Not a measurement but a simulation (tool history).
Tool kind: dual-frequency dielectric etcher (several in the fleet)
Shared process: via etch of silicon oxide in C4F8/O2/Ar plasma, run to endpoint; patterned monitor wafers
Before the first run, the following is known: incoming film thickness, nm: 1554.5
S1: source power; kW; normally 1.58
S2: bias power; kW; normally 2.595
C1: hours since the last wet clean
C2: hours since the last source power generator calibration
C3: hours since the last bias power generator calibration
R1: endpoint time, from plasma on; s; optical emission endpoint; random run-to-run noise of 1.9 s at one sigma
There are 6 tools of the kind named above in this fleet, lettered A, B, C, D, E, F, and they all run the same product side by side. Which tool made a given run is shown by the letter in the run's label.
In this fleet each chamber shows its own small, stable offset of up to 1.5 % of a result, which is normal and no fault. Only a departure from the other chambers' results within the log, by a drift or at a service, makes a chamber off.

run,hour,S1,S2,C1,C2,C3,R1
1C,9.2,1.58,2.595,141.6,2299.1,46.1,315
2D,18.6,1.58,2.595,151.4,66,1353.9,309.66
3E,28.8,1.58,2.595,208.2,1429.3,177.5,313.06
4A,37.7,1.58,2.595,362,1073.6,1810.7,311.39
5F,45.4,1.58,2.595,454,1946.5,1980,313.74
6B,52.3,1.89,2.595,95.7,3421.7,1696.4,286.81
7D,62.1,1.89,2.595,194.9,109.5,1397.4,288.92
8C,67.4,1.89,2.595,199.8,2357.3,104.3,295.29
# hour 73.6: chamber F: wet clean of the chamber
9E,76,1.89,2.595,255.4,1476.5,224.7,292.93
10B,84.5,1.89,2.595,127.9,3453.9,1728.6,287.41
11A,92.5,1.89,2.595,416.8,1128.4,1865.5,292.93
12F,102.3,1.58,2.595,28.8,2003.4,2036.9,314.95
13F,108.5,1.58,2.595,35,2009.6,2043.1,313.33
14C,117.5,1.58,2.595,249.9,2407.4,154.4,315.56
15B,127.4,1.58,2.595,170.8,3496.8,1771.5,311.83
16A,131.9,1.58,1.967,456.2,1167.8,1904.9,337.48
17E,139.8,1.58,1.967,319.2,1540.3,288.5,339.49
18D,148.2,1.58,1.967,281,195.6,1483.5,339.21
19D,155.9,1.58,1.967,288.7,203.3,1491.2,335.07
20B,160.7,1.58,1.967,204.1,3530.1,1804.8,344.69
21C,165.7,1.58,1.967,298.1,2455.6,202.6,342.14
# hour 166.2: chamber A: wet clean of the chamber
22F,171.6,1.58,2.815,98.1,2072.7,2106.2,306.23
23E,181.4,1.58,2.815,360.8,1581.9,330.1,306.51
24A,189.7,1.58,2.815,23.5,1225.6,1962.7,302.03
25E,199.2,1.58,2.815,378.6,1599.7,347.9,306.19
26B,206.9,1.58,2.815,250.3,3576.3,1851,300.05
27D,216.8,1.58,2.815,349.6,264.2,1552.1,304.86
# hour 221.4: chamber C: source power generator calibrated
28C,226.6,1.58,2.595,359,5.3,263.5,317.42
29A,236.3,1.58,2.595,70.1,1272.2,2009.3,307.39
30F,242.8,1.58,2.595,169.3,2143.9,2177.4,314.63
# hour 250.2: chamber E: wet clean of the chamber
31F,251.3,1.58,2.595,177.8,2152.4,2185.9,313.08
32B,260.2,1.58,2.595,303.6,3629.6,1904.3,308.17
33E,269,1.58,2.595,18.8,1669.5,417.7,312.83
34A,274.8,1.58,2.595,108.6,1310.7,2047.8,311.49
35D,281.3,1.58,2.595,414.1,328.7,1616.6,309.38
36C,291.3,1.19,2.595,423.7,70,328.2,353.61
37B,299.8,1.19,2.595,343.2,3669.2,1943.9,350.09
38F,307.4,1.19,2.595,233.9,2208.5,2242,348.62
39A,312.5,1.19,2.595,146.3,1348.4,2085.5,348.04
# hour 319.7: chamber D: wet clean of the chamber
40D,322.4,1.19,2.595,2.8,369.8,1657.7,348.87

Which is it: a chamber that has drifted or been left off by a service, a gauge drift common to all chambers, or only each chamber's usual small offset? If a chamber is off, name it and its likeliest cause.

No chamber is off and the gauge is stable; the differences are just each chamber's small, constant offset.
